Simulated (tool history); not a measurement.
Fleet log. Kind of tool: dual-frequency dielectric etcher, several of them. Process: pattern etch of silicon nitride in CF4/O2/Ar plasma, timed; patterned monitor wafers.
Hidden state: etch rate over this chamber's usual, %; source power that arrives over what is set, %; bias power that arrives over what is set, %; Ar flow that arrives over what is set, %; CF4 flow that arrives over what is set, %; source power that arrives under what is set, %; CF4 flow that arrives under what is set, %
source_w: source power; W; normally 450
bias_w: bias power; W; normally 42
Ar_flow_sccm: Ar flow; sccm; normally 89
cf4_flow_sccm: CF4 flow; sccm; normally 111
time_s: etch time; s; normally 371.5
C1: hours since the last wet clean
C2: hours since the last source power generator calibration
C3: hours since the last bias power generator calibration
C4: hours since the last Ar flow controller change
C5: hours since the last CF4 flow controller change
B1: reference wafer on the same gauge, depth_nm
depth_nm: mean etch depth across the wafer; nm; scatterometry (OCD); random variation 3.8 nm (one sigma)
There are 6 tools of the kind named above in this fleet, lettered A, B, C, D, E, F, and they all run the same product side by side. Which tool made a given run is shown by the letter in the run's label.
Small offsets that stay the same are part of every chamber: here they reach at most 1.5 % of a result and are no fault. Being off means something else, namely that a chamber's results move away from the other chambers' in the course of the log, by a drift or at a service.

{"run": "1A", "hour": 7.3, "source_w": 450, "bias_w": 42, "Ar_flow_sccm": 89, "cf4_flow_sccm": 111, "time_s": 371.5, "C1": 56.6, "C2": 2459.6, "C3": 3298.0, "C4": 3010.2, "C5": 1694.1, "B1": 671.64, "depth_nm": 622.32}
{"run": "2F", "hour": 14.2, "source_w": 450, "bias_w": 42, "Ar_flow_sccm": 89, "cf4_flow_sccm": 111, "time_s": 371.5, "C1": 244.1, "C2": 1792.3, "C3": 2875.9, "C4": 1598.4, "C5": 540.2, "B1": 672.22, "depth_nm": 628.37}
{"run": "3E", "hour": 24.5, "source_w": 450, "bias_w": 42, "Ar_flow_sccm": 89, "cf4_flow_sccm": 111, "time_s": 371.5, "C1": 112.4, "C2": 966.6, "C3": 866.1, "C4": 2105.4, "C5": 3250.6, "B1": 672.45, "depth_nm": 611.81}
{"run": "4B", "hour": 31.9, "source_w": 450, "bias_w": 42, "Ar_flow_sccm": 89, "cf4_flow_sccm": 111, "time_s": 371.5, "C1": 239.2, "C2": 2423.2, "C3": 1219.7, "C4": 304.7, "C5": 62.9, "B1": 670.87, "depth_nm": 615.59}
{"hour": 43.5, "done": "chamber D: wet clean of the chamber"}
{"run": "5C", "hour": 44.5, "source_w": 450, "bias_w": 42, "Ar_flow_sccm": 89, "cf4_flow_sccm": 111, "time_s": 371.5, "C1": 191.7, "C2": 1570.8, "C3": 1956.6, "C4": 70.0, "C5": 3262.5, "B1": 672.66, "depth_nm": 621.94}
{"run": "6D", "hour": 51.2, "source_w": 450, "bias_w": 42, "Ar_flow_sccm": 89, "cf4_flow_sccm": 111, "time_s": 371.5, "C1": 7.7, "C2": 1030.1, "C3": 1975.2, "C4": 2356.2, "C5": 777.6, "B1": 671.45, "depth_nm": 622.07}
{"run": "7E", "hour": 63.0, "source_w": 450, "bias_w": 42, "Ar_flow_sccm": 89, "cf4_flow_sccm": 111, "time_s": 371.5, "C1": 150.9, "C2": 1005.1, "C3": 904.6, "C4": 2143.9, "C5": 3289.1, "B1": 672.29, "depth_nm": 608.05}
{"run": "8B", "hour": 71.4, "source_w": 450, "bias_w": 42, "Ar_flow_sccm": 89, "cf4_flow_sccm": 111, "time_s": 371.5, "C1": 278.7, "C2": 2462.7, "C3": 1259.2, "C4": 344.2, "C5": 102.4, "B1": 672.12, "depth_nm": 621.0}
{"run": "9F", "hour": 78.2, "source_w": 450, "bias_w": 42, "Ar_flow_sccm": 89, "cf4_flow_sccm": 111, "time_s": 371.5, "C1": 308.1, "C2": 1856.3, "C3": 2939.9, "C4": 1662.4, "C5": 604.2, "B1": 672.01, "depth_nm": 617.1}
{"run": "10C", "hour": 89.5, "source_w": 450, "bias_w": 42, "Ar_flow_sccm": 89, "cf4_flow_sccm": 111, "time_s": 371.5, "C1": 236.7, "C2": 1615.8, "C3": 2001.6, "C4": 115.0, "C5": 3307.5, "B1": 672.24, "depth_nm": 617.35}
{"run": "11D", "hour": 100.7, "source_w": 450, "bias_w": 42, "Ar_flow_sccm": 89, "cf4_flow_sccm": 111, "time_s": 371.5, "C1": 57.2, "C2": 1079.6, "C3": 2024.7, "C4": 2405.7, "C5": 827.1, "B1": 672.44, "depth_nm": 625.14}
{"hour": 110.2, "done": "chamber B: wet clean of the chamber"}
{"run": "12A", "hour": 110.9, "source_w": 450, "bias_w": 42, "Ar_flow_sccm": 89, "cf4_flow_sccm": 111, "time_s": 371.5, "C1": 160.2, "C2": 2563.2, "C3": 3401.6, "C4": 3113.8, "C5": 1797.7, "B1": 671.79, "depth_nm": 622.33}
{"run": "13A", "hour": 122.2, "source_w": 450, "bias_w": 42, "Ar_flow_sccm": 89, "cf4_flow_sccm": 111, "time_s": 371.5, "C1": 171.5, "C2": 2574.5, "C3": 3412.9, "C4": 3125.1, "C5": 1809.0, "B1": 672.92, "depth_nm": 616.9}
{"run": "14E", "hour": 129.1, "source_w": 450, "bias_w": 42, "Ar_flow_sccm": 89, "cf4_flow_sccm": 111, "time_s": 371.5, "C1": 217.0, "C2": 1071.2, "C3": 970.7, "C4": 2210.0, "C5": 3355.2, "B1": 672.66, "depth_nm": 617.69}
{"run": "15D", "hour": 136.3, "source_w": 400, "bias_w": 42, "Ar_flow_sccm": 89, "cf4_flow_sccm": 111, "time_s": 446.0, "C1": 92.8, "C2": 1115.2, "C3": 2060.3, "C4": 2441.3, "C5": 862.7, "B1": 672.28, "depth_nm": 666.37}
{"run": "16B", "hour": 144.4, "source_w": 400, "bias_w": 42, "Ar_flow_sccm": 89, "cf4_flow_sccm": 111, "time_s": 446.0, "C1": 34.2, "C2": 2535.7, "C3": 1332.2, "C4": 417.2, "C5": 175.4, "B1": 672.14, "depth_nm": 675.66}
{"run": "17F", "hour": 153.3, "source_w": 400, "bias_w": 42, "Ar_flow_sccm": 89, "cf4_flow_sccm": 111, "time_s": 446.0, "C1": 383.2, "C2": 1931.4, "C3": 3015.0, "C4": 1737.5, "C5": 679.3, "B1": 671.09, "depth_nm": 678.36}
{"run": "18C", "hour": 162.9, "source_w": 400, "bias_w": 42, "Ar_flow_sccm": 89, "cf4_flow_sccm": 111, "time_s": 446.0, "C1": 310.1, "C2": 1689.2, "C3": 2075.0, "C4": 188.4, "C5": 3380.9, "B1": 670.82, "depth_nm": 668.5}
{"run": "19E", "hour": 171.7, "source_w": 400, "bias_w": 42, "Ar_flow_sccm": 89, "cf4_flow_sccm": 111, "time_s": 446.0, "C1": 259.6, "C2": 1113.8, "C3": 1013.3, "C4": 2252.6, "C5": 3397.8, "B1": 671.98, "depth_nm": 662.76}
{"run": "20B", "hour": 182.1, "source_w": 400, "bias_w": 42, "Ar_flow_sccm": 89, "cf4_flow_sccm": 111, "time_s": 446.0, "C1": 71.9, "C2": 2573.4, "C3": 1369.9, "C4": 454.9, "C5": 213.1, "B1": 672.5, "depth_nm": 659.41}
{"run": "21C", "hour": 188.3, "source_w": 450, "bias_w": 42, "Ar_flow_sccm": 89, "cf4_flow_sccm": 111, "time_s": 371.5, "C1": 335.5, "C2": 1714.6, "C3": 2100.4, "C4": 213.8, "C5": 3406.3, "B1": 672.65, "depth_nm": 623.58}
{"run": "22A", "hour": 199.7, "source_w": 450, "bias_w": 42, "Ar_flow_sccm": 89, "cf4_flow_sccm": 111, "time_s": 371.5, "C1": 249.0, "C2": 2652.0, "C3": 3490.4, "C4": 3202.6, "C5": 1886.5, "B1": 672.38, "depth_nm": 619.07}
{"run": "23F", "hour": 206.9, "source_w": 450, "bias_w": 42, "Ar_flow_sccm": 89, "cf4_flow_sccm": 111, "time_s": 371.5, "C1": 436.8, "C2": 1985.0, "C3": 3068.6, "C4": 1791.1, "C5": 732.9, "B1": 672.99, "depth_nm": 624.33}
{"run": "24D", "hour": 214.3, "source_w": 450, "bias_w": 42, "Ar_flow_sccm": 89, "cf4_flow_sccm": 111, "time_s": 371.5, "C1": 170.8, "C2": 1193.2, "C3": 2138.3, "C4": 2519.3, "C5": 940.7, "B1": 671.71, "depth_nm": 624.55}
{"hour": 224.7, "done": "chamber B: source power generator calibrated"}
{"run": "25E", "hour": 225.6, "source_w": 450, "bias_w": 42, "Ar_flow_sccm": 89, "cf4_flow_sccm": 111, "time_s": 371.5, "C1": 313.5, "C2": 1167.7, "C3": 1067.2, "C4": 2306.5, "C5": 3451.7, "B1": 671.99, "depth_nm": 608.25}
{"run": "26D", "hour": 236.1, "source_w": 450, "bias_w": 42, "Ar_flow_sccm": 89, "cf4_flow_sccm": 111, "time_s": 371.5, "C1": 192.6, "C2": 1215.0, "C3": 2160.1, "C4": 2541.1, "C5": 962.5, "B1": 672.58, "depth_nm": 625.12}
{"run": "27B", "hour": 245.0, "source_w": 450, "bias_w": 42, "Ar_flow_sccm": 89, "cf4_flow_sccm": 111, "time_s": 371.5, "C1": 134.8, "C2": 20.4, "C3": 1432.8, "C4": 517.8, "C5": 276.0, "B1": 670.86, "depth_nm": 612.93}
{"run": "28F", "hour": 252.0, "source_w": 450, "bias_w": 42, "Ar_flow_sccm": 89, "cf4_flow_sccm": 111, "time_s": 371.5, "C1": 481.9, "C2": 2030.1, "C3": 3113.7, "C4": 1836.2, "C5": 778.0, "B1": 672.32, "depth_nm": 617.99}
{"run": "29C", "hour": 260.1, "source_w": 450, "bias_w": 42, "Ar_flow_sccm": 89, "cf4_flow_sccm": 111, "time_s": 371.5, "C1": 407.3, "C2": 1786.4, "C3": 2172.2, "C4": 285.6, "C5": 3478.1, "B1": 672.45, "depth_nm": 619.39}
{"run": "30A", "hour": 269.4, "source_w": 450, "bias_w": 42, "Ar_flow_sccm": 89, "cf4_flow_sccm": 111, "time_s": 371.5, "C1": 318.7, "C2": 2721.7, "C3": 3560.1, "C4": 3272.3, "C5": 1956.2, "B1": 671.47, "depth_nm": 623.92}
{"run": "31A", "hour": 276.0, "source_w": 450, "bias_w": 42, "Ar_flow_sccm": 89, "cf4_flow_sccm": 111, "time_s": 371.5, "C1": 325.3, "C2": 2728.3, "C3": 3566.7, "C4": 3278.9, "C5": 1962.8, "B1": 671.2, "depth_nm": 623.21}
{"hour": 282.2, "done": "chamber C: source power generator calibrated"}
{"run": "32D", "hour": 284.3, "source_w": 450, "bias_w": 42, "Ar_flow_sccm": 89, "cf4_flow_sccm": 111, "time_s": 371.5, "C1": 240.8, "C2": 1263.2, "C3": 2208.3, "C4": 2589.3, "C5": 1010.7, "B1": 672.25, "depth_nm": 623.52}
{"hour": 292.8, "done": "chamber F: wet clean of the chamber"}
{"run": "33C", "hour": 296.9, "source_w": 450, "bias_w": 42, "Ar_flow_sccm": 101, "cf4_flow_sccm": 111, "time_s": 371.5, "C1": 444.1, "C2": 14.7, "C3": 2209.0, "C4": 322.4, "C5": 3514.9, "B1": 672.2, "depth_nm": 615.51}
{"run": "34F", "hour": 309.4, "source_w": 450, "bias_w": 42, "Ar_flow_sccm": 101, "cf4_flow_sccm": 111, "time_s": 371.5, "C1": 16.7, "C2": 2087.5, "C3": 3171.1, "C4": 1893.6, "C5": 835.4, "B1": 672.82, "depth_nm": 614.76}
{"hour": 315.2, "done": "chamber D: Ar flow controller replaced"}
{"run": "35B", "hour": 321.8, "source_w": 450, "bias_w": 42, "Ar_flow_sccm": 101, "cf4_flow_sccm": 111, "time_s": 371.5, "C1": 211.6, "C2": 97.2, "C3": 1509.6, "C4": 594.6, "C5": 352.8, "B1": 672.3, "depth_nm": 608.73}
{"run": "36E", "hour": 330.5, "source_w": 450, "bias_w": 42, "Ar_flow_sccm": 101, "cf4_flow_sccm": 111, "time_s": 371.5, "C1": 418.4, "C2": 1272.6, "C3": 1172.1, "C4": 2411.4, "C5": 3556.6, "B1": 672.97, "depth_nm": 602.89}
{"run": "37D", "hour": 342.6, "source_w": 450, "bias_w": 42, "Ar_flow_sccm": 101, "cf4_flow_sccm": 111, "time_s": 371.5, "C1": 299.1, "C2": 1321.5, "C3": 2266.6, "C4": 27.4, "C5": 1069.0, "B1": 672.56, "depth_nm": 612.09}
{"run": "38F", "hour": 354.4, "source_w": 450, "bias_w": 42, "Ar_flow_sccm": 101, "cf4_flow_sccm": 111, "time_s": 371.5, "C1": 61.7, "C2": 2132.5, "C3": 3216.1, "C4": 1938.6, "C5": 880.4, "B1": 671.09, "depth_nm": 613.2}
{"run": "39E", "hour": 363.2, "source_w": 450, "bias_w": 42, "Ar_flow_sccm": 89, "cf4_flow_sccm": 111, "time_s": 371.5, "C1": 451.1, "C2": 1305.3, "C3": 1204.8, "C4": 2444.1, "C5": 3589.3, "B1": 672.01, "depth_nm": 604.85}
{"run": "40B", "hour": 371.1, "source_w": 380, "bias_w": 38, "Ar_flow_sccm": 89, "cf4_flow_sccm": 111, "time_s": 371.5, "C1": 260.9, "C2": 146.5, "C3": 1558.9, "C4": 643.9, "C5": 402.1, "B1": 671.68, "depth_nm": 511.67}
{"hour": 371.9, "done": "chamber C: wet clean of the chamber"}
{"run": "41C", "hour": 376.6, "source_w": 380, "bias_w": 38, "Ar_flow_sccm": 89, "cf4_flow_sccm": 111, "time_s": 371.5, "C1": 4.7, "C2": 94.4, "C3": 2288.7, "C4": 402.1, "C5": 3594.6, "B1": 672.9, "depth_nm": 518.0}
{"run": "42A", "hour": 388.3, "source_w": 380, "bias_w": 38, "Ar_flow_sccm": 89, "cf4_flow_sccm": 111, "time_s": 371.5, "C1": 437.6, "C2": 2840.6, "C3": 3679.0, "C4": 3391.2, "C5": 2075.1, "B1": 671.16, "depth_nm": 521.44}

Does one chamber stand apart from the rest, does the shared gauge drift, or is all well apart from small per-chamber offsets? Give the chamber and the most likely cause, where there is one.

No chamber is off and the gauge is stable; the differences are just each chamber's small, constant offset.
